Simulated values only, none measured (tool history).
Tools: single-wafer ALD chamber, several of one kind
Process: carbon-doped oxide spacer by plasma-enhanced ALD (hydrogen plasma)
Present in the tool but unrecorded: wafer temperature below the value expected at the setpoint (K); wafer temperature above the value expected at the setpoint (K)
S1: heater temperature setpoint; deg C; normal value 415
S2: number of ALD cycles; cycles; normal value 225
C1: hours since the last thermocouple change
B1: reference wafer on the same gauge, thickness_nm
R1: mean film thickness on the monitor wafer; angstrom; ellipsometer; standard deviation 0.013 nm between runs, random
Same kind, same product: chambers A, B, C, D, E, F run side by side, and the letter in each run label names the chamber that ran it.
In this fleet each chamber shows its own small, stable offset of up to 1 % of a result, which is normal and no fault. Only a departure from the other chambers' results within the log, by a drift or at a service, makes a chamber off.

run	hour	S1	S2	C1	B1	R1
1A	5.2	415	225	210.9	10.005	106.55
2C	9.2	415	225	1560	10.002	107.07
3F	15.9	415	225	395.4	10	107.19
4E	20	415	225	1875	10.002	107.76
5B	26.8	415	225	791.2	10.005	106.94
6D	34	415	188	1962.1	10.006	89.434
7F	38.7	415	188	418.2	10.007	89.692
8B	42.8	415	188	807.2	10.005	89.481
9C	49.6	415	188	1600.4	10.01	89.467
10A	54.2	415	188	259.9	10.01	89.188
11E	60.1	415	188	1915.1	10.012	90.205
12D	69	415	225	1997.1	10.014	107.18
13F	75.2	415	225	454.7	10.015	107.26
14B	80	415	252	844.4	10.018	119.78
15E	85.6	415	252	1940.6	10.016	120.62
16D	93.9	415	252	2022	10.019	120.17
17A	101.9	415	252	307.6	10.024	119.33
18C	108.5	415	252	1659.3	10.022	120.57
19D	113.7	415	252	2041.8	10.024	120.29
20F	119.4	415	225	498.9	10.027	107.2
21E	125.5	415	225	1980.5	10.027	107.78
22B	130	415	225	894.4	10.026	107.16
# hour 130.2: chamber E: thermocouple changed; heater temperature recalibrated
23C	137.2	404	258	1688	10.027	127.27
24A	143.3	404	258	349	10.026	127.07
25C	150.3	404	258	1701.1	10.031	127.61
26E	154.7	404	258	24.6	10.032	128.02
27F	160.4	404	258	539.9	10.033	127.74
28B	165.6	404	258	930	10.029	127.26
29A	171	415	225	376.7	10.037	106.86
30D	177.8	415	225	2105.9	10.037	107.49
31D	185	415	225	2113.1	10.038	107.7
32E	189.6	401	225	59.5	10.038	112.95
33C	198.1	401	225	1748.9	10.043	112.31
34A	204.7	401	225	410.4	10.041	111.86
35B	211.1	401	225	975.5	10.045	111.95
36F	215.8	401	225	595.3	10.045	112.16
37A	223.5	401	225	429.2	10.048	111.71
38B	227.8	422	225	992.2	10.044	104.79
39C	235.4	422	225	1786.2	10.047	105.09
40D	239.4	422	225	2167.5	10.051	105.18

Has any chamber moved away from the others, gradually or after a service, or does the common gauge drift, or do the chambers differ only by their own small steady offsets? State the chamber and the most likely cause if one applies.

Gauge drift. The chambers move together only on paper, and none stands off.
Cause: gauge reads high (%) = 0.502.
